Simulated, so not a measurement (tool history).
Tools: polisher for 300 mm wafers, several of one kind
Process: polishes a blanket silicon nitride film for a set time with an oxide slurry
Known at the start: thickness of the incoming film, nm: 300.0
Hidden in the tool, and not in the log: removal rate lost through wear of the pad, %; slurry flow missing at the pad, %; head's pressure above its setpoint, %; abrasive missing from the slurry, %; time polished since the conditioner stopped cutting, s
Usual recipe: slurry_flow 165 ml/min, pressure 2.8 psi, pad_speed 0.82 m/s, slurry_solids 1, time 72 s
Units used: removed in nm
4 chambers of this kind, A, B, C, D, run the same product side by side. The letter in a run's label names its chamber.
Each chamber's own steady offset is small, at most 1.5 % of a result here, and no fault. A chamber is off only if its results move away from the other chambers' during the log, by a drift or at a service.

run,hour,slurry_flow,pressure,pad_speed,slurry_solids,time,wafers polished on this pad,hours since the slurry nozzle was cleaned,hours since the head pressure was calibrated,hours since the slurry blender was calibrated,hours since the conditioning disc was replaced,removed
# hour 1: chamber D: conditioning disc replaced and pad reconditioned
# hour 10.9: chamber A: slurry nozzle cleaned
1D,10.9,165,2.8,0.82,1,72,687,33,562.4,272.6,10,32.734
# hour 22.4: chamber A: conditioning disc replaced and pad reconditioned
2A,22.9,165,2.8,0.82,1,72,1073,12,1126.2,147.4,0.5,31.976
# hour 26.2: chamber B: worn pad replaced by a new one
3B,29.3,165,2.8,0.82,1,72,25,315.4,270.7,247.2,51.9,32.177
# hour 34.5: chamber A: slurry blender recalibrated
# hour 35.4: chamber D: worn pad replaced by a new one
4C,40.3,165,2.8,0.82,1,72,888,375.2,801,190,87.7,32.019
# hour 44.2: chamber C: slurry blender recalibrated
# hour 48.3: chamber C: worn pad replaced by a new one
5B,51.1,165,2.3,0.98,1,72,199,337.2,292.5,269,73.7,30.504
6D,58.1,165,2.3,0.98,1,72,181,80.2,609.6,319.8,57.2,31.013
7A,64.4,165,2.3,0.98,1,72,1405,53.5,1167.7,30,42,30.994
8C,76.1,165,2.3,0.98,1,72,222,411,836.8,31.9,123.5,29.924
9D,84.9,165,2.8,0.82,1,72,396,107,636.4,346.6,84,31.961
10A,91.9,165,2.8,0.82,1,72,1625,81,1195.2,57.5,69.5,32.234
# hour 96.1: chamber B: head pressure recalibrated
11B,103.6,165,2.8,0.82,0.75,72,619,389.7,7.5,321.5,126.2,27.783
12C,115.5,165,2.8,0.82,0.75,72,537,450.4,876.2,71.3,162.9,27.278
# hour 124.6: chamber A: conditioning disc replaced and pad reconditioned
13C,125.8,165,2.8,0.82,0.75,72,620,460.7,886.5,81.6,173.2,27.739
# hour 129.3: chamber D: slurry blender recalibrated
14A,132.3,165,2.8,0.82,0.75,72,1948,121.4,1235.6,97.9,7.8,27.636
# hour 136.9: chamber D: conditioning disc replaced and pad reconditioned
15B,140.2,200,2.8,0.82,0.85,72,912,426.3,44.1,358.1,162.8,30.565
# hour 142.9: chamber B: slurry blender recalibrated
# hour 146.3: chamber D: worn pad replaced by a new one
16D,147.7,200,2.8,0.82,0.85,72,11,169.8,699.2,18.4,10.9,30.283
17B,158.3,200,2.8,0.82,0.85,72,1057,444.4,62.2,15.5,180.9,30.537
18C,164.7,200,2.8,0.82,0.85,72,931,499.6,925.4,120.5,212.1,30.364
# hour 166.1: chamber C: worn pad replaced by a new one
19D,170.3,165,2.8,0.82,1,72,191,192.4,721.8,41,33.5,32.491
# hour 170.8: chamber B: worn pad replaced by a new one
20A,180,165,2.8,0.82,1,72,2330,169.1,1283.3,145.6,55.5,31.186
# hour 184.7: chamber A: slurry blender recalibrated
21C,190.5,165,2.8,0.82,1,72,195,525.4,951.2,146.3,237.9,32.071
22B,202.7,165,2.8,0.82,1,72,255,488.8,106.6,59.9,225.3,31.994
# hour 203.8: chamber C: conditioning disc replaced and pad reconditioned
23A,212.7,165,2.8,0.82,1,72,2591,201.8,1316,28,88.2,30.844
# hour 218.1: chamber A: conditioning disc replaced and pad reconditioned
# hour 219.9: chamber C: slurry nozzle cleaned
24D,220.2,210,2.8,0.82,0.85,72,590,242.3,771.7,90.9,83.4,31.131
25D,225.5,210,2.8,0.82,0.85,72,633,247.6,777,96.2,88.7,31.169
# hour 233.3: chamber C: slurry blender recalibrated
26C,234.5,210,2.8,0.82,0.85,72,547,14.6,995.2,1.2,30.7,30.089
27A,246.7,210,2.8,0.82,0.85,72,2863,235.8,1350,62,28.7,28.596
28B,255,165,2.8,0.82,1,72,673,541.1,158.9,112.2,277.6,32.451
# hour 262.6: chamber D: conditioning disc replaced and pad reconditioned
29B,262.9,165,2.8,0.82,1,72,736,549,166.8,120.1,285.5,32.031
30A,270.6,165,2.8,0.82,1,72,3054,259.7,1373.9,85.9,52.6,29.537
# hour 275.7: chamber D: worn pad replaced by a new one
31D,279,165,2.8,0.82,1,72,27,301.1,830.5,149.7,16.4,32.779
32C,285.3,165,2.8,0.82,1,72,953,65.4,1046,52,81.5,31.434
33C,297,165,2.8,0.82,1,72,1047,77.1,1057.7,63.7,93.2,31.962

Which is it: a chamber that has drifted or been left off by a service, a gauge drift common to all chambers, or only each chamber's usual small offset? If a chamber is off, name it and its likeliest cause.

One chamber, A, drifts off from the rest bit by bit.
Most likely cause: removal rate lost through wear of the pad, % = 10.7.
The log may not separate it from: slurry flow missing at the pad, %; head's pressure below its setpoint, %.

Here are 4 candidates for chamber A's next run, each the usual settings with a change, their results left as question marks. Which one brings its results back in line with what the others give on the usual settings?
A result is in line if it is within this distance of the other chambers' mean on the usual settings: removed 0.88 nm
34A-1,305.9,165,2.6,0.78,1,72,,,,,,?
34A-2,305.9,170,2.8,0.82,1.05,79,,,,,,?
34A-3,305.9,165,2.6,0.78,1,67,,,,,,?
34A-4,305.9,165,2.8,1.04,1,72,,,,,,?

Mean of the other chambers on the usual settings: removed 32.067 nm
run,removed
34A-1,25.536
34A-2,32.208
34A-3,23.762
34A-4,34.575
Change 34A-2 lands the chamber within the allowed miss of the other chambers.
